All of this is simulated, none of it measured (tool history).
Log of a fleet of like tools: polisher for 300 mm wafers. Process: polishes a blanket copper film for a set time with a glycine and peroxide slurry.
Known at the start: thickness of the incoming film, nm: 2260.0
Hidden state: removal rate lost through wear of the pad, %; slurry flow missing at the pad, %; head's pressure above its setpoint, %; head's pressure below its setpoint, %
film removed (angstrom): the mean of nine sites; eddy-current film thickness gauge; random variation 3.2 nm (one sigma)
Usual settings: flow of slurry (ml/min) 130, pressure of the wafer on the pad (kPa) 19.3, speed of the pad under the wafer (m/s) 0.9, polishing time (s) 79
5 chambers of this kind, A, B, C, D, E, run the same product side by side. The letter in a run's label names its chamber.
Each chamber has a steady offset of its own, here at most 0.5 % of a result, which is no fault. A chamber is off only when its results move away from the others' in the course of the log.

run	hour	flow of slurry (ml/min)	pressure of the wafer on the pad (kPa)	speed of the pad under the wafer (m/s)	polishing time (s)	wafers polished on this pad	hours since the slurry nozzle was cleaned	hours since the head pressure was calibrated	film removed (angstrom)
# hour 1.5: chamber C: worn pad replaced by a new one
1B	8.2	130	19.3	0.9	79	885	191.9	801.9	3410.2
2A	21.5	130	19.3	0.9	79	549	36.5	305.7	3425.2
3E	28.9	130	19.3	0.9	79	507	65.1	320.1	3408.1
4D	37.5	130	19.3	0.9	79	544	160.5	438.1	3409.3
# hour 43.4: chamber A: worn pad replaced by a new one
5C	51.7	130	19.3	0.9	79	522	67.5	140	3365.4
# hour 59.3: chamber A: head pressure recalibrated
# hour 60.9: chamber B: worn pad replaced by a new one
6A	64.8	130	19.3	0.9	52	222	79.8	5.5	2193.5
# hour 68.2: chamber E: worn pad replaced by a new one
# hour 71: chamber C: worn pad replaced by a new one
7C	74	130	19.3	0.9	52	31	89.8	162.3	2216.3
8D	85.8	130	19.3	0.9	52	1047	208.8	486.4	2248.8
9E	94.8	130	19.3	0.9	52	276	131	386	2206.9
10B	103.7	130	19.3	0.9	52	445	287.4	897.4	2243.7
# hour 108.1: chamber D: worn pad replaced by a new one
11C	111.2	130	19.3	0.9	79	418	127	199.5	3363.5
12D	121.2	130	19.3	0.9	79	137	244.2	521.8	3488.1
13B	133.8	130	19.3	0.9	79	758	317.5	927.5	3405.5
# hour 135: chamber A: worn pad replaced by a new one
# hour 137.6: chamber E: worn pad replaced by a new one
14A	149.4	130	19.3	0.9	79	150	164.4	90.1	3379.7
# hour 153.7: chamber B: head pressure recalibrated
# hour 155.3: chamber C: worn pad replaced by a new one
15E	165.9	130	19.3	0.9	79	294	202.1	457.1	3379.3
16B	182.2	130	19.3	0.9	79	1262	365.9	28.5	3386.7
# hour 186.1: chamber B: worn pad replaced by a new one
17E	195.9	130	19.3	0.9	98	607	232.1	487.1	4203.6
18C	205.8	130	19.3	0.9	98	525	221.6	294.1	4219.1
19A	216	130	19.3	0.9	98	843	231	156.7	4225.9
# hour 219.6: chamber E: worn pad replaced by a new one
# hour 221.2: chamber A: worn pad replaced by a new one
20D	223.5	130	19.3	0.9	98	1201	346.5	624.1	4213.3
# hour 227.1: chamber D: worn pad replaced by a new one
# hour 230.6: chamber C: worn pad replaced by a new one
21A	233	130	19.3	0.9	98	123	248	173.7	4317.5
22D	247.6	130	19.3	0.9	79	213	370.6	648.2	3421.7
23E	258.9	130	19.3	0.9	79	409	295.1	550.1	3404
24C	267.7	130	19.3	0.9	79	386	283.5	356	3348.1
25B	279.1	130	19.3	0.9	79	968	462.8	125.4	3294.9
26C	288.8	130	19.3	0.9	79	605	304.6	377.1	3373.9
# hour 289.8: chamber E: worn pad replaced by a new one
# hour 294.7: chamber B: worn pad replaced by a new one
27B	295.9	130	19.3	0.9	79	13	479.6	142.2	3204.9
# hour 308.4: chamber A: worn pad replaced by a new one
28D	310.8	130	19.3	0.9	79	871	433.8	711.4	3382
# hour 314.7: chamber C: worn pad replaced by a new one
29E	326.3	130	19.3	0.9	79	380	362.5	617.5	3379.8
# hour 331: chamber C: head pressure recalibrated
# hour 336: chamber D: worn pad replaced by a new one
30A	341.8	150	24.1	0.9	79	347	356.8	282.5	4177.7
31B	354.9	150	24.1	0.9	79	627	538.6	201.2	4027.1
# hour 356.3: chamber A: slurry nozzle cleaned
32E	367	150	24.1	0.9	79	803	403.2	658.2	4123
33D	379.5	150	24.1	0.9	79	452	502.5	780.1	4243
34A	387.8	150	24.1	0.9	79	826	31.6	328.5	4241.5
# hour 390.4: chamber C: worn pad replaced by a new one
35C	396.6	130	19.3	0.9	79	64	412.4	65.7	3453.7
36C	404.1	130	19.3	0.9	79	143	419.9	73.2	3364.5

Is one chamber off against the others, does the gauge drift, or is nothing wrong? If a chamber is off, say which, and what the likeliest cause is.

Chamber B drifts away from the others.
Cause: slurry flow missing at the pad, % = 33.

Here are 4 candidates for chamber B's next run, each the usual settings with a change, their results left as question marks. Which one brings its results back in line with what the others give on the usual settings?
In line means no further than this from the other chambers' mean on the usual settings: film removed (angstrom) 110
37B-1	415.8	130	19.3	0.88	78				?
37B-2	415.8	130	19.3	0.86	74				?
37B-3	415.8	130	19.3	0.92	81				?
37B-4	415.8	130	20.7	0.94	79				?

The other chambers' mean on the usual settings: film removed (angstrom) 3398.5
run	film removed (angstrom)
37B-1	2994.8
37B-2	2789.8
37B-3	3222.7
37B-4	3382.6
37B-4 brings the chamber back in line.

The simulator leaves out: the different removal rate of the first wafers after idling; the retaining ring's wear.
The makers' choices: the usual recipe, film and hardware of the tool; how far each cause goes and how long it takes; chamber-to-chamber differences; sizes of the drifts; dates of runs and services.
